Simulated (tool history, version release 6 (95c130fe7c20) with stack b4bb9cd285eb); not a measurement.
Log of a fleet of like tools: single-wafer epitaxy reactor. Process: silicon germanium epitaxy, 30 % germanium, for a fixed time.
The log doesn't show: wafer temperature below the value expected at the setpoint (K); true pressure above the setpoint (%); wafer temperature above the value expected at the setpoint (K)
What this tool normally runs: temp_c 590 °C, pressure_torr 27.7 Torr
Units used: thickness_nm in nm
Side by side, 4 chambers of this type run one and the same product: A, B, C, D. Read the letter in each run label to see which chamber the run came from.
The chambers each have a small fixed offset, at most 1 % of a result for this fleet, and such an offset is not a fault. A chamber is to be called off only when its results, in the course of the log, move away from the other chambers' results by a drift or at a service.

run   hour  temp_c  pressure_torr  hours since the last pyrometer calibration  hours since the last manometer calibration  read-back reference wafer on the same gauge, thickness_nm  thickness_nm
 1B    5.3     590           27.7                                       798.7                                       390.6                                                     53.921        56.158
 2D   10.8     590           27.7                                      1665.1                                        25.8                                                     53.963        55.528
 3A   16.2     590           27.7                                       666.5                                      1303.2                                                     53.824        56.078
 4C   20.5     590           27.7                                       753.3                                       766.8                                                     53.939        55.816
 5C   25.2     590           27.7                                         758                                       771.5                                                     53.922        56.162
 6B   28.9     590           27.7                                       822.3                                       414.2                                                     53.931        55.711
 7A   32.5     590           27.7                                       682.8                                      1319.5                                                     53.793        55.723
 8D   36.3     590           27.7                                      1690.6                                        51.3                                                     53.979        54.505
 9A   41.3     590           27.7                                       691.6                                      1328.3                                                     53.908        55.698
10C   44.8     603           27.7                                       777.6                                       791.1                                                     53.978        71.242
11D   50.6     603           27.7                                      1704.9                                        65.6                                                     53.855         70.93
12B   55.9     603           27.7                                       849.3                                       441.2                                                     53.897        71.228
13C   59.1     603           27.7                                       791.9                                       805.4                                                     53.826        70.492
14A   63.1     590           27.7                                       713.4                                      1350.1                                                     53.956        55.155
15D   68.7     590           27.7                                        1723                                        83.7                                                     53.798        55.392
16B   73.6     590           27.7                                         867                                       458.9                                                      53.96        55.266
17D   77.6     590           27.7                                      1731.9                                        92.6                                                     53.937        54.856
18B     84     590           27.7                                       877.4                                       469.3                                                     53.849        55.996
19A   88.3     590           27.7                                       738.6                                      1375.3                                                     53.963        54.435
20C   93.3     590           27.7                                       826.1                                       839.6                                                     53.933        56.578
21B   99.4     590           27.7                                       892.8                                       484.7                                                     53.967        55.772
22A  103.4     590           27.7                                       753.7                                      1390.4                                                     53.841        53.262
23C  107.5     604           27.7                                       840.3                                       853.8                                                     53.939        72.254
24D  111.5     604           27.7                                      1765.8                                       126.5                                                     53.922        71.123
25B  117.4     604           27.7                                       910.8                                       502.7                                                      53.91        72.912
26C  120.9     604           27.7                                       853.7                                       867.2                                                     53.905        72.715

One chamber off, gauge drift, or nothing amiss beyond the chambers' own small offsets? If it is a chamber, which one, and what is the likeliest cause?

It is chamber A that slowly wanders off from its peers.
Most likely cause: wafer temperature below the value expected at the setpoint (K) = 3.05.

Here are 4 candidates for chamber A's next run, each the usual settings with a change, their results left as question marks. Which one brings its results back in line with what the others give on the usual settings?
In line here means within this much of the mean the other chambers give on the usual settings: thickness_nm 1.2 nm
27A-1  125.7     590           31.6                                                                                                                                                                ?
27A-2  125.7     590           23.8                                                                                                                                                                ?
27A-3  125.7     584           27.7                                                                                                                                                                ?
27A-4  125.7     595           28.5                                                                                                                                                                ?

The mean the other chambers reach with the usual settings: thickness_nm 55.717 nm
  run  thickness_nm
27A-1        55.631
27A-2        49.592
27A-3        47.109
27A-4        58.549
27A-1 is the one that brings the chamber's results back in line with the other chambers.
